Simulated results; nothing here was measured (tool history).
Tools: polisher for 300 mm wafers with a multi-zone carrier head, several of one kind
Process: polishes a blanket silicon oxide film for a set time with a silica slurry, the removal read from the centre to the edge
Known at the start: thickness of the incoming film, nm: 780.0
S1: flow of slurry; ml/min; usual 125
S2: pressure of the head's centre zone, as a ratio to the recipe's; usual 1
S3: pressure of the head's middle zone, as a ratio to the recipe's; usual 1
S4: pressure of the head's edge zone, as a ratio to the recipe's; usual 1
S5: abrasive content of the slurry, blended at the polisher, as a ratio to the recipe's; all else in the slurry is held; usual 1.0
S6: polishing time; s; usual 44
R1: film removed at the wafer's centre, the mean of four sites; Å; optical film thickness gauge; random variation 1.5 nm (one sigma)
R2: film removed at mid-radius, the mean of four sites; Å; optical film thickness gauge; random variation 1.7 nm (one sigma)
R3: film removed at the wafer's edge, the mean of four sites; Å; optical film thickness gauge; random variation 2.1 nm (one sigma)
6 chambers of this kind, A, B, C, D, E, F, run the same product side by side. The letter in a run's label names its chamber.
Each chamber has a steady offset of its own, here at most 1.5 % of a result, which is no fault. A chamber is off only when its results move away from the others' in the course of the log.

Run 1A, hour 4.0: usual settings. Result: R1 2012.7 Å, R2 2010.7 Å, R3 1992.3 Å.
At hour 6.9: chamber B: centre zone pressure recalibrated.
Run 2F, hour 8.6: usual settings. Result: R1 1963.1 Å, R2 1991.9 Å, R3 1996.6 Å.
Run 3B, hour 13.7: usual settings. Result: R1 1991.2 Å, R2 1970.5 Å, R3 1987.6 Å.
At hour 16.8: chamber D: worn pad replaced by a new one.
Run 4D, hour 19.2: usual settings. Result: R1 1981.3 Å, R2 1973.3 Å, R3 2002.4 Å.
Run 5C, hour 22.9: usual settings. Result: R1 1971.0 Å, R2 1984.2 Å, R3 1971.7 Å.
Run 6E, hour 27.7: usual settings but S5 1.2, S6 58 s. Result: R1 2810.0 Å, R2 2837.1 Å, R3 2794.8 Å.
Run 7C, hour 32.8: usual settings but S5 1.2, S6 58 s. Result: R1 2825.8 Å, R2 2813.6 Å, R3 2845.3 Å.
At hour 36.1: chamber D: centre zone pressure recalibrated.
Run 8D, hour 36.3: usual settings but S5 1.2, S6 58 s. Result: R1 2862.2 Å, R2 2810.4 Å, R3 2852.9 Å.
Run 9B, hour 40.6: usual settings but S5 1.2, S6 58 s. Result: R1 2809.9 Å, R2 2810.4 Å, R3 2834.6 Å.
Run 10E, hour 43.0: usual settings but S5 1.2, S6 58 s. Result: R1 2828.7 Å, R2 2885.5 Å, R3 2869.4 Å.
Run 11F, hour 47.7: usual settings but S5 1.2, S6 58 s. Result: R1 2813.3 Å, R2 2808.7 Å, R3 2859.2 Å.
Run 12A, hour 53.1: usual settings but S1 95 ml/min. Result: R1 1817.6 Å, R2 1847.5 Å, R3 1890.7 Å.
Run 13F, hour 56.3: usual settings but S1 95 ml/min. Result: R1 1832.8 Å, R2 1880.4 Å, R3 1883.7 Å.
At hour 57.9: chamber A: worn pad replaced by a new one.
Run 14E, hour 60.5: usual settings but S1 95 ml/min. Result: R1 1828.5 Å, R2 1848.1 Å, R3 1924.4 Å.
Run 15D, hour 65.4: usual settings but S1 95 ml/min. Result: R1 1844.4 Å, R2 1861.3 Å, R3 1851.7 Å.
At hour 67.4: chamber E: slurry nozzle cleaned.
Run 16B, hour 68.7: usual settings but S1 95 ml/min. Result: R1 1827.6 Å, R2 1839.9 Å, R3 1884.0 Å.
Run 17C, hour 73.7: usual settings but S1 95 ml/min. Result: R1 1825.6 Å, R2 1822.7 Å, R3 1887.5 Å.
At hour 74.7: chamber B: slurry nozzle cleaned.
At hour 75.1: chamber D: edge zone pressure recalibrated.
At hour 75.5: chamber E: worn pad replaced by a new one.
At hour 77.9: chamber F: slurry nozzle cleaned.
Run 18A, hour 79.3: usual settings. Result: R1 1979.6 Å, R2 1999.4 Å, R3 1967.6 Å.
At hour 81.6: chamber C: worn pad replaced by a new one.
Run 19F, hour 82.2: usual settings. Result: R1 1991.7 Å, R2 1990.2 Å, R3 1970.9 Å.
Run 20A, hour 86.4: usual settings. Result: R1 1990.6 Å, R2 2012.0 Å, R3 1989.8 Å.
Run 21C, hour 90.9: usual settings. Result: R1 1976.6 Å, R2 1978.3 Å, R3 2023.3 Å.
At hour 91.5: chamber B: edge zone pressure recalibrated.
Run 22E, hour 96.1: usual settings. Result: R1 1949.1 Å, R2 2022.3 Å, R3 1971.6 Å.
At hour 97.7: chamber F: worn pad replaced by a new one.
Run 23B, hour 99.0: usual settings. Result: R1 1996.6 Å, R2 2008.3 Å, R3 1945.5 Å.
Run 24D, hour 103.6: usual settings. Result: R1 1992.6 Å, R2 1960.3 Å, R3 2003.9 Å.
Run 25D, hour 107.4: usual settings. Result: R1 1992.3 Å, R2 1967.2 Å, R3 1992.3 Å.
Run 26F, hour 110.1: usual settings. Result: R1 1947.9 Å, R2 1949.7 Å, R3 2046.1 Å.
At hour 112.8: chamber D: worn pad replaced by a new one.
Run 27A, hour 114.0: usual settings. Result: R1 2002.3 Å, R2 1994.7 Å, R3 1958.0 Å.
Run 28B, hour 119.6: usual settings. Result: R1 1994.4 Å, R2 1977.6 Å, R3 2026.4 Å.
At hour 120.3: chamber B: worn pad replaced by a new one.
Run 29E, hour 122.3: usual settings. Result: R1 1973.2 Å, R2 1988.9 Å, R3 1984.5 Å.
At hour 123.7: chamber E: edge zone pressure recalibrated.
Run 30C, hour 127.8: usual settings but S1 85 ml/min, S5 1.1. Result: R1 1838.0 Å, R2 1867.7 Å, R3 1994.0 Å.
Run 31F, hour 132.8: usual settings but S1 85 ml/min, S5 1.1. Result: R1 1838.5 Å, R2 1880.4 Å, R3 1938.8 Å.
Run 32A, hour 135.8: usual settings but S1 85 ml/min, S5 1.1. Result: R1 1840.5 Å, R2 1905.7 Å, R3 1916.4 Å.
At hour 138.9: chamber A: worn pad replaced by a new one.
Run 33B, hour 139.8: usual settings but S1 85 ml/min, S5 1.1. Result: R1 1815.8 Å, R2 1882.6 Å, R3 1934.6 Å.
Run 34D, hour 143.4: usual settings but S1 85 ml/min, S5 1.1. Result: R1 1837.8 Å, R2 1857.0 Å, R3 1911.0 Å.
Run 35E, hour 148.8: usual settings but S1 85 ml/min, S5 1.1. Result: R1 1813.4 Å, R2 1883.2 Å, R3 1941.6 Å.
Run 36C, hour 152.4: usual settings. Result: R1 1994.1 Å, R2 1975.9 Å, R3 2006.4 Å.
Run 37C, hour 155.8: usual settings. Result: R1 1990.1 Å, R2 1941.0 Å, R3 1985.2 Å.
Run 38E, hour 159.5: usual settings. Result: R1 2003.0 Å, R2 2023.2 Å, R3 2017.1 Å.
Run 39B, hour 162.6: usual settings. Result: R1 1977.8 Å, R2 1930.5 Å, R3 1982.9 Å.
Run 40A, hour 165.5: usual settings. Result: R1 1976.9 Å, R2 2028.7 Å, R3 1981.0 Å.

Next, every chamber runs the same settings. What will each give?
Run 41A, hour 169.5: usual settings. Result: R1 ?, R2 ?, R3 ?.
Run 41B, hour 169.5: usual settings. Result: R1 ?, R2 ?, R3 ?.
Run 41C, hour 169.5: usual settings. Result: R1 ?, R2 ?, R3 ?.
Run 41D, hour 169.5: usual settings. Result: R1 ?, R2 ?, R3 ?.
Run 41E, hour 169.5: usual settings. Result: R1 ?, R2 ?, R3 ?.
Run 41F, hour 169.5: usual settings. Result: R1 ?, R2 ?, R3 ?.

run      R1      R2      R3
41A  1988.4  2026.6  2008.1
41B  1984.7  1990.2  1977.9
41C  1975.3  1950.8  1984.0
41D  1960.1  1965.4  2000.4
41E  1987.5  1987.4  2008.0
41F  1945.1  1962.5  2002.7

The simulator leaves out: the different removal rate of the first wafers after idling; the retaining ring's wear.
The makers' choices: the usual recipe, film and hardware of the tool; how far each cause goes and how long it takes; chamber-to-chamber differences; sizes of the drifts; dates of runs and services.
